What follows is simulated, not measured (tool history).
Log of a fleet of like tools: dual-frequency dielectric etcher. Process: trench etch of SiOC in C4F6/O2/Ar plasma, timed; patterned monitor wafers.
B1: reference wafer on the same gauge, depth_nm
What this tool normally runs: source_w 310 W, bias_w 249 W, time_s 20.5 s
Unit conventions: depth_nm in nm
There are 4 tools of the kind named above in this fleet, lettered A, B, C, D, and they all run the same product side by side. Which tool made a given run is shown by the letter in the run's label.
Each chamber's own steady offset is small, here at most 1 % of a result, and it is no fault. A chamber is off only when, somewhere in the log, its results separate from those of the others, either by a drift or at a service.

{"run": "1B", "hour": 11.8, "source_w": 310, "bias_w": 249, "time_s": 20.5, "B1": 49.988, "depth_nm": 42.714}
{"hour": 22.9, "done": "chamber A: wet clean of the chamber"}
{"run": "2D", "hour": 25.9, "source_w": 310, "bias_w": 249, "time_s": 20.5, "B1": 49.994, "depth_nm": 42.724}
{"run": "3A", "hour": 33.7, "source_w": 310, "bias_w": 249, "time_s": 20.5, "B1": 49.991, "depth_nm": 42.985}
{"run": "4C", "hour": 42.8, "source_w": 310, "bias_w": 249, "time_s": 20.5, "B1": 49.996, "depth_nm": 43.268}
{"run": "5D", "hour": 49.3, "source_w": 310, "bias_w": 249, "time_s": 20.5, "B1": 49.973, "depth_nm": 42.678}
{"run": "6A", "hour": 59.6, "source_w": 310, "bias_w": 249, "time_s": 20.5, "B1": 49.973, "depth_nm": 42.997}
{"run": "7C", "hour": 72.6, "source_w": 310, "bias_w": 249, "time_s": 20.5, "B1": 49.958, "depth_nm": 43.298}
{"hour": 74.3, "done": "chamber D: bias power generator calibrated"}
{"hour": 74.8, "done": "chamber A: bias power generator calibrated"}
{"run": "8B", "hour": 86.4, "source_w": 310, "bias_w": 249, "time_s": 20.5, "B1": 49.963, "depth_nm": 42.685}
{"run": "9A", "hour": 96.4, "source_w": 310, "bias_w": 249, "time_s": 20.5, "B1": 49.962, "depth_nm": 42.94}
{"run": "10C", "hour": 102.8, "source_w": 340, "bias_w": 274, "time_s": 20.5, "B1": 49.956, "depth_nm": 46.242}
{"run": "11D", "hour": 114.6, "source_w": 340, "bias_w": 274, "time_s": 20.5, "B1": 49.947, "depth_nm": 45.641}
{"run": "12B", "hour": 125.4, "source_w": 340, "bias_w": 274, "time_s": 20.5, "B1": 49.941, "depth_nm": 45.722}
{"run": "13A", "hour": 138.3, "source_w": 340, "bias_w": 274, "time_s": 20.5, "B1": 49.942, "depth_nm": 45.894}
{"run": "14C", "hour": 145.2, "source_w": 310, "bias_w": 249, "time_s": 20.5, "B1": 49.93, "depth_nm": 43.242}
{"run": "15D", "hour": 151.4, "source_w": 310, "bias_w": 249, "time_s": 20.5, "B1": 49.925, "depth_nm": 42.631}
{"run": "16B", "hour": 163.5, "source_w": 310, "bias_w": 249, "time_s": 20.5, "B1": 49.936, "depth_nm": 42.66}
{"run": "17A", "hour": 173.4, "source_w": 310, "bias_w": 249, "time_s": 20.5, "B1": 49.927, "depth_nm": 42.904}
{"hour": 182.7, "done": "chamber B: source power generator calibrated"}
{"run": "18B", "hour": 182.8, "source_w": 310, "bias_w": 249, "time_s": 20.5, "B1": 49.921, "depth_nm": 42.642}
{"run": "19D", "hour": 191.9, "source_w": 310, "bias_w": 249, "time_s": 20.5, "B1": 49.902, "depth_nm": 42.615}
{"run": "20C", "hour": 202.9, "source_w": 310, "bias_w": 208, "time_s": 24.5, "B1": 49.888, "depth_nm": 48.621}
{"run": "21A", "hour": 216.2, "source_w": 310, "bias_w": 208, "time_s": 24.5, "B1": 49.896, "depth_nm": 48.223}
{"run": "22C", "hour": 226.8, "source_w": 310, "bias_w": 208, "time_s": 24.5, "B1": 49.89, "depth_nm": 48.655}
{"run": "23B", "hour": 239.7, "source_w": 310, "bias_w": 208, "time_s": 24.5, "B1": 49.887, "depth_nm": 47.986}
{"run": "24D", "hour": 246.6, "source_w": 240, "bias_w": 249, "time_s": 24.5, "B1": 49.89, "depth_nm": 46.33}
{"run": "25B", "hour": 253.6, "source_w": 240, "bias_w": 249, "time_s": 24.5, "B1": 49.868, "depth_nm": 46.282}
{"run": "26C", "hour": 262.7, "source_w": 240, "bias_w": 249, "time_s": 24.5, "B1": 49.893, "depth_nm": 46.88}
{"hour": 262.9, "done": "chamber A: source power generator calibrated"}
{"run": "27A", "hour": 274.1, "source_w": 240, "bias_w": 249, "time_s": 24.5, "B1": 49.879, "depth_nm": 46.453}
{"run": "28D", "hour": 281.0, "source_w": 310, "bias_w": 249, "time_s": 20.5, "B1": 49.865, "depth_nm": 42.56}
{"run": "29C", "hour": 294.2, "source_w": 310, "bias_w": 249, "time_s": 20.5, "B1": 49.872, "depth_nm": 43.195}
{"run": "30A", "hour": 305.7, "source_w": 310, "bias_w": 249, "time_s": 20.5, "B1": 49.862, "depth_nm": 42.845}
{"run": "31B", "hour": 312.4, "source_w": 310, "bias_w": 249, "time_s": 20.5, "B1": 49.852, "depth_nm": 42.658}
{"run": "32D", "hour": 319.1, "source_w": 310, "bias_w": 249, "time_s": 20.5, "B1": 49.848, "depth_nm": 42.559}
{"run": "33D", "hour": 325.4, "source_w": 310, "bias_w": 249, "time_s": 20.5, "B1": 49.851, "depth_nm": 42.526}
{"run": "34B", "hour": 333.7, "source_w": 310, "bias_w": 225, "time_s": 25.5, "B1": 49.828, "depth_nm": 51.047}
{"hour": 335.5, "done": "chamber B: wet clean of the chamber"}
{"run": "35C", "hour": 346.3, "source_w": 310, "bias_w": 225, "time_s": 25.5, "B1": 49.834, "depth_nm": 51.746}
{"run": "36A", "hour": 359.9, "source_w": 310, "bias_w": 225, "time_s": 25.5, "B1": 49.824, "depth_nm": 51.36}
{"run": "37C", "hour": 366.9, "source_w": 310, "bias_w": 225, "time_s": 25.5, "B1": 49.832, "depth_nm": 51.836}
{"hour": 376.9, "done": "chamber C: bias power generator calibrated"}
{"run": "38A", "hour": 377.7, "source_w": 310, "bias_w": 249, "time_s": 20.5, "B1": 49.827, "depth_nm": 42.704}
{"run": "39B", "hour": 385.6, "source_w": 230, "bias_w": 249, "time_s": 17.0, "B1": 49.823, "depth_nm": 31.557}
{"run": "40D", "hour": 396.5, "source_w": 230, "bias_w": 249, "time_s": 17.0, "B1": 49.824, "depth_nm": 31.546}
{"run": "41C", "hour": 406.9, "source_w": 230, "bias_w": 249, "time_s": 17.0, "B1": 49.802, "depth_nm": 31.969}
{"run": "42D", "hour": 420.9, "source_w": 230, "bias_w": 249, "time_s": 17.0, "B1": 49.811, "depth_nm": 31.588}
{"run": "43B", "hour": 427.7, "source_w": 310, "bias_w": 249, "time_s": 20.5, "B1": 49.783, "depth_nm": 42.591}
{"run": "44A", "hour": 438.9, "source_w": 310, "bias_w": 249, "time_s": 20.5, "B1": 49.799, "depth_nm": 42.772}

Is one chamber off against the others, does the gauge drift, or is nothing wrong? If a chamber is off, say which, and what the likeliest cause is.

Gauge drift. The chambers move together only on paper, and none stands off.
What lies behind it: gauge reads low (%) = 0.422.
